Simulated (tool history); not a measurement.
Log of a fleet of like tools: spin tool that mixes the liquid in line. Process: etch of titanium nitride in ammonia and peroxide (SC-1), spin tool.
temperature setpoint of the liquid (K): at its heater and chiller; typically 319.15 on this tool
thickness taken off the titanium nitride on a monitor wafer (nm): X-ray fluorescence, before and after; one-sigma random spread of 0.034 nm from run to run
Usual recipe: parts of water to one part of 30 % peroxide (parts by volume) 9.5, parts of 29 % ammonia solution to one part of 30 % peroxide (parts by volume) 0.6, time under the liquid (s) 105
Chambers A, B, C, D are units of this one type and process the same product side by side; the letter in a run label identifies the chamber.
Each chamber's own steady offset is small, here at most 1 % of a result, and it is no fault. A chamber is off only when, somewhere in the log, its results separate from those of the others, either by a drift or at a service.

run    day  temperature setpoint of the liquid (K)  parts of water to one part of 30 % peroxide (parts by volume)  parts of 29 % ammonia solution to one part of 30 % peroxide (parts by volume)  time under the liquid (s)  hours since the thermometer was replaced  hours since the ammonia flow meter was replaced  hours since the heated supply line was repaired  hours since the drum of ammonia solution was connected  read-back film thickness of the titanium nitride reference wafer, read on the same gauge (nm)  thickness taken off the titanium nitride on a monitor wafer (nm)
 1B  0.212                                  319.15                                                            9.5                                                                            0.6                        105                                     847.7                                            740.5                                             1383                                                   264.1                                                                                            120                                                             4.369
 2A  0.588                                  319.15                                                            9.5                                                                            0.6                        105                                     455.9                                           1096.3                                           1424.9                                                   165.9                                                                                         120.02                                                            4.4214
 3D    0.9                                  319.15                                                            9.5                                                                            0.6                        105                                       122                                             44.8                                            880.9                                                   473.6                                                                                         120.02                                                             4.297
 4C  1.183                                  319.15                                                            9.5                                                                            0.6                        105                                       202                                            347.7                                            516.8                                                   210.9                                                                                         119.96                                                             4.404
 5C  1.412                                  319.15                                                            9.5                                                                            0.6                        105                                     207.5                                            353.2                                            522.3                                                   216.4                                                                                         119.97                                                            4.3829
 6A  1.621                                  319.15                                                            9.5                                                                            0.6                        105                                     480.7                                           1121.1                                           1449.7                                                   190.7                                                                                         119.96                                                             4.422
     1.758  -- chamber B: thermometer replaced
 7B  1.921                                  319.15                                                            9.5                                                                            0.6                        105                                         4                                            781.5                                             1424                                                   305.1                                                                                         120.04                                                            4.3117
 8D  2.142                                  319.15                                                            9.5                                                                            0.6                        105                                     151.8                                             74.6                                            910.7                                                   503.4                                                                                         119.97                                                            4.3285
 9B  2.346                                  319.15                                                            9.5                                                                           0.85                        145                                      14.2                                            791.7                                           1434.2                                                   315.3                                                                                            120                                                            6.2994
10A  2.692                                  319.15                                                            9.5                                                                           0.85                        145                                     506.4                                           1146.8                                           1475.4                                                   216.4                                                                                         119.98                                                            6.3699
11D  3.004                                  319.15                                                            9.5                                                                           0.85                        145                                     172.5                                             95.3                                            931.4                                                   524.1                                                                                         120.01                                                            6.3362
12C  3.212                                  319.15                                                            9.5                                                                           0.85                        145                                     250.7                                            396.4                                            565.5                                                   259.6                                                                                         119.99                                                            6.4559
13B  3.567                                  319.15                                                            9.5                                                                            0.6                        105                                      43.5                                              821                                           1463.5                                                   344.6                                                                                         120.01                                                            4.2751
14C  3.883                                  319.15                                                            9.5                                                                            0.6                        105                                     266.8                                            412.5                                            581.6                                                   275.7                                                                                            120                                                             4.354
15D    4.1                                  319.15                                                            9.5                                                                            0.6                        105                                     198.8                                            121.6                                            957.7                                                   550.4                                                                                         120.03                                                            4.3345
16A  4.379                                  319.15                                                            9.5                                                                            0.6                        105                                     546.9                                           1187.3                                           1515.9                                                   256.9                                                                                         119.98                                                            4.4641
17D  4.679                                  319.15                                                            9.5                                                                            0.6                        105                                     212.7                                            135.5                                            971.6                                                   564.3                                                                                            120                                                            4.3477
18C  4.921                                  319.15                                                            9.5                                                                            0.6                        105                                     291.7                                            437.4                                            606.5                                                   300.6                                                                                         120.01                                                            4.4061
19A  5.292                                  315.15                                                            9.5                                                                            0.6                        150                                     568.8                                           1209.2                                           1537.8                                                   278.8                                                                                         120.04                                                            4.7159
     5.408  -- chamber C: new drum of ammonia solution connected
20B  5.471                                  315.15                                                            9.5                                                                            0.6                        150                                      89.2                                            866.7                                           1509.2                                                   390.3                                                                                         119.99                                                            4.4778
21B  5.658                                  315.15                                                            9.5                                                                            0.6                        150                                      93.7                                            871.2                                           1513.7                                                   394.8                                                                                            120                                                            4.4866
22C  5.888                                  315.15                                                            9.5                                                                            0.6                        150                                     314.9                                            460.6                                            629.7                                                    11.5                                                                                         120.02                                                            4.7536
23D  6.171                                  319.15                                                            9.5                                                                            0.6                        105                                     248.5                                            171.3                                           1007.4                                                   600.1                                                                                         119.99                                                            4.2955
24A  6.338                                  319.15                                                            9.5                                                                            0.6                        105                                     593.9                                           1234.3                                           1562.9                                                   303.9                                                                                         120.02                                                            4.3857
25A  6.521                                  319.15                                                            9.5                                                                            0.6                        105                                     598.3                                           1238.7                                           1567.3                                                   308.3                                                                                         120.01                                                            4.5098
26B  6.821                                  319.15                                                            9.5                                                                            0.6                        105                                     121.6                                            899.1                                           1541.6                                                   422.7                                                                                         120.04                                                            4.0464
27C      7                                  319.15                                                            9.5                                                                            0.6                         55                                     341.6                                            487.3                                            656.4                                                    38.2                                                                                         120.02                                                             2.287

Next, all 4 chambers run the settings below, one line each with question marks for the results. What does each chamber give?
28A  7.267                                  323.15                                                            9.5                                                                            0.6                        105                                                                                                                                                                                                                                                                                                                                                                    ?
28B  7.267                                  323.15                                                            9.5                                                                            0.6                        105                                                                                                                                                                                                                                                                                                                                                                    ?
28C  7.267                                  323.15                                                            9.5                                                                            0.6                        105                                                                                                                                                                                                                                                                                                                                                                    ?
28D  7.267                                  323.15                                                            9.5                                                                            0.6                        105                                                                                                                                                                                                                                                                                                                                                                    ?

run  thickness taken off the titanium nitride on a monitor wafer (nm)
28A                                                            5.8473
28B                                                            5.4025
28C                                                            5.8476
28D                                                            5.7342
